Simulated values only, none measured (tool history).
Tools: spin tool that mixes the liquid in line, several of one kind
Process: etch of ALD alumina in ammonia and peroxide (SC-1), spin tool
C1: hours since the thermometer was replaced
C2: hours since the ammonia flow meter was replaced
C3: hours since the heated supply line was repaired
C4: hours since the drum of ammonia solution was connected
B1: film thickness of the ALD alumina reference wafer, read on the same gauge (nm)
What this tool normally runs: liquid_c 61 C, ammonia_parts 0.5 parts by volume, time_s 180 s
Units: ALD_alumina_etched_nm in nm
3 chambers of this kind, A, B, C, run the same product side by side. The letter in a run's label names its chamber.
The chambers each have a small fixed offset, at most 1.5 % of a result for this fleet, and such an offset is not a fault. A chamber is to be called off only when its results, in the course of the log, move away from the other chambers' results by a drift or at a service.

{"run": "1A", "day": 0.242, "liquid_c": 61, "ammonia_parts": 0.5, "time_s": 180, "C1": 595.8, "C2": 1152.3, "C3": 1120.8, "C4": 243.1, "B1": 129.96, "ALD_alumina_etched_nm": 19.135}
{"run": "2B", "day": 0.496, "liquid_c": 61, "ammonia_parts": 0.5, "time_s": 180, "C1": 705.2, "C2": 79.6, "C3": 39.7, "C4": 130.6, "B1": 129.97, "ALD_alumina_etched_nm": 18.623}
{"run": "3C", "day": 0.667, "liquid_c": 61, "ammonia_parts": 0.5, "time_s": 180, "C1": 419.3, "C2": 870.2, "C3": 1579, "C4": 170, "B1": 129.99, "ALD_alumina_etched_nm": 19.179}
{"run": "4A", "day": 0.908, "liquid_c": 61, "ammonia_parts": 0.5, "time_s": 180, "C1": 611.8, "C2": 1168.3, "C3": 1136.8, "C4": 259.1, "B1": 129.98, "ALD_alumina_etched_nm": 18.988}
{"run": "5B", "day": 1.071, "liquid_c": 61, "ammonia_parts": 0.5, "time_s": 180, "C1": 719, "C2": 93.4, "C3": 53.5, "C4": 144.4, "B1": 129.98, "ALD_alumina_etched_nm": 19.006}
{"run": "6C", "day": 1.338, "liquid_c": 61, "ammonia_parts": 0.5, "time_s": 180, "C1": 435.4, "C2": 886.3, "C3": 1595.1, "C4": 186.1, "B1": 130.01, "ALD_alumina_etched_nm": 19.059}
{"day": 1.379, "done": "chamber C: heated supply line repaired"}
{"run": "7C", "day": 1.554, "liquid_c": 61, "ammonia_parts": 0.5, "time_s": 180, "C1": 440.6, "C2": 891.5, "C3": 4.3, "C4": 191.3, "B1": 130.03, "ALD_alumina_etched_nm": 19.657}
{"day": 1.729, "done": "chamber A: new drum of ammonia solution connected"}
{"run": "8B", "day": 1.867, "liquid_c": 61, "ammonia_parts": 0.5, "time_s": 180, "C1": 738.1, "C2": 112.5, "C3": 72.6, "C4": 163.5, "B1": 129.99, "ALD_alumina_etched_nm": 18.981}
{"run": "9A", "day": 2.05, "liquid_c": 61, "ammonia_parts": 0.5, "time_s": 180, "C1": 639.2, "C2": 1195.7, "C3": 1164.2, "C4": 7.8, "B1": 130.02, "ALD_alumina_etched_nm": 18.992}
{"run": "10A", "day": 2.292, "liquid_c": 61, "ammonia_parts": 0.5, "time_s": 180, "C1": 645, "C2": 1201.5, "C3": 1170, "C4": 13.6, "B1": 130.02, "ALD_alumina_etched_nm": 18.816}
{"run": "11B", "day": 2.496, "liquid_c": 61, "ammonia_parts": 0.5, "time_s": 180, "C1": 753.2, "C2": 127.6, "C3": 87.7, "C4": 178.6, "B1": 130.01, "ALD_alumina_etched_nm": 18.782}
{"run": "12C", "day": 2.721, "liquid_c": 61, "ammonia_parts": 0.35, "time_s": 180, "C1": 468.6, "C2": 919.5, "C3": 32.3, "C4": 219.3, "B1": 129.99, "ALD_alumina_etched_nm": 18.522}
{"run": "13C", "day": 3.008, "liquid_c": 61, "ammonia_parts": 0.35, "time_s": 180, "C1": 475.5, "C2": 926.4, "C3": 39.2, "C4": 226.2, "B1": 130.01, "ALD_alumina_etched_nm": 18.894}
{"run": "14B", "day": 3.275, "liquid_c": 61, "ammonia_parts": 0.35, "time_s": 180, "C1": 771.9, "C2": 146.3, "C3": 106.4, "C4": 197.3, "B1": 130, "ALD_alumina_etched_nm": 18.466}
{"run": "15A", "day": 3.446, "liquid_c": 61, "ammonia_parts": 0.6, "time_s": 255, "C1": 672.7, "C2": 1229.2, "C3": 1197.7, "C4": 41.3, "B1": 129.97, "ALD_alumina_etched_nm": 27.778}
{"run": "16C", "day": 3.725, "liquid_c": 61, "ammonia_parts": 0.6, "time_s": 255, "C1": 492.7, "C2": 943.6, "C3": 56.4, "C4": 243.4, "B1": 129.98, "ALD_alumina_etched_nm": 27.849}
{"run": "17B", "day": 4.017, "liquid_c": 61, "ammonia_parts": 0.6, "time_s": 255, "C1": 789.7, "C2": 164.1, "C3": 124.2, "C4": 215.1, "B1": 130.01, "ALD_alumina_etched_nm": 27.647}
{"run": "18A", "day": 4.283, "liquid_c": 61, "ammonia_parts": 0.5, "time_s": 115, "C1": 692.8, "C2": 1249.3, "C3": 1217.8, "C4": 61.4, "B1": 129.98, "ALD_alumina_etched_nm": 11.934}
{"run": "19B", "day": 4.508, "liquid_c": 61, "ammonia_parts": 0.5, "time_s": 115, "C1": 801.5, "C2": 175.9, "C3": 136, "C4": 226.9, "B1": 130.01, "ALD_alumina_etched_nm": 12.204}
{"run": "20A", "day": 4.821, "liquid_c": 61, "ammonia_parts": 0.5, "time_s": 115, "C1": 705.7, "C2": 1262.2, "C3": 1230.7, "C4": 74.3, "B1": 129.97, "ALD_alumina_etched_nm": 11.702}
{"run": "21C", "day": 4.979, "liquid_c": 61, "ammonia_parts": 0.5, "time_s": 180, "C1": 522.8, "C2": 973.7, "C3": 86.5, "C4": 273.5, "B1": 130.02, "ALD_alumina_etched_nm": 19.076}
{"run": "22C", "day": 5.233, "liquid_c": 68.5, "ammonia_parts": 0.5, "time_s": 180, "C1": 528.9, "C2": 979.8, "C3": 92.6, "C4": 279.6, "B1": 130.02, "ALD_alumina_etched_nm": 28.417}
{"run": "23A", "day": 5.392, "liquid_c": 68.5, "ammonia_parts": 0.5, "time_s": 180, "C1": 719.4, "C2": 1275.9, "C3": 1244.4, "C4": 88, "B1": 130, "ALD_alumina_etched_nm": 26.631}
{"run": "24B", "day": 5.638, "liquid_c": 68.5, "ammonia_parts": 0.5, "time_s": 180, "C1": 828.6, "C2": 203, "C3": 163.1, "C4": 254, "B1": 129.96, "ALD_alumina_etched_nm": 27.523}
{"run": "25A", "day": 5.938, "liquid_c": 61, "ammonia_parts": 0.5, "time_s": 180, "C1": 732.5, "C2": 1289, "C3": 1257.5, "C4": 101.1, "B1": 130, "ALD_alumina_etched_nm": 18.064}
{"run": "26C", "day": 6.167, "liquid_c": 61, "ammonia_parts": 0.5, "time_s": 180, "C1": 551.3, "C2": 1002.2, "C3": 115, "C4": 302, "B1": 130, "ALD_alumina_etched_nm": 19.343}
{"run": "27B", "day": 6.362, "liquid_c": 61, "ammonia_parts": 0.5, "time_s": 180, "C1": 846, "C2": 220.4, "C3": 180.5, "C4": 271.4, "B1": 130, "ALD_alumina_etched_nm": 18.952}
{"run": "28B", "day": 6.504, "liquid_c": 61, "ammonia_parts": 0.5, "time_s": 180, "C1": 849.4, "C2": 223.8, "C3": 183.9, "C4": 274.8, "B1": 129.99, "ALD_alumina_etched_nm": 18.842}
{"run": "29C", "day": 6.662, "liquid_c": 61, "ammonia_parts": 0.5, "time_s": 180, "C1": 563.2, "C2": 1014.1, "C3": 126.9, "C4": 313.9, "B1": 129.95, "ALD_alumina_etched_nm": 19.22}
{"run": "30A", "day": 6.962, "liquid_c": 61, "ammonia_parts": 0.5, "time_s": 180, "C1": 757.1, "C2": 1313.6, "C3": 1282.1, "C4": 125.7, "B1": 129.99, "ALD_alumina_etched_nm": 17.835}

For the next run the whole fleet of 3 chambers uses the same settings. Give each chamber's results:
{"run": "31A", "day": 7.196, "liquid_c": 61, "ammonia_parts": 0.5, "time_s": 180, "ALD_alumina_etched_nm": "?"}
{"run": "31B", "day": 7.196, "liquid_c": 61, "ammonia_parts": 0.5, "time_s": 180, "ALD_alumina_etched_nm": "?"}
{"run": "31C", "day": 7.196, "liquid_c": 61, "ammonia_parts": 0.5, "time_s": 180, "ALD_alumina_etched_nm": "?"}

run=31A ALD_alumina_etched_nm=17.72
run=31B ALD_alumina_etched_nm=19.032
run=31C ALD_alumina_etched_nm=19.166

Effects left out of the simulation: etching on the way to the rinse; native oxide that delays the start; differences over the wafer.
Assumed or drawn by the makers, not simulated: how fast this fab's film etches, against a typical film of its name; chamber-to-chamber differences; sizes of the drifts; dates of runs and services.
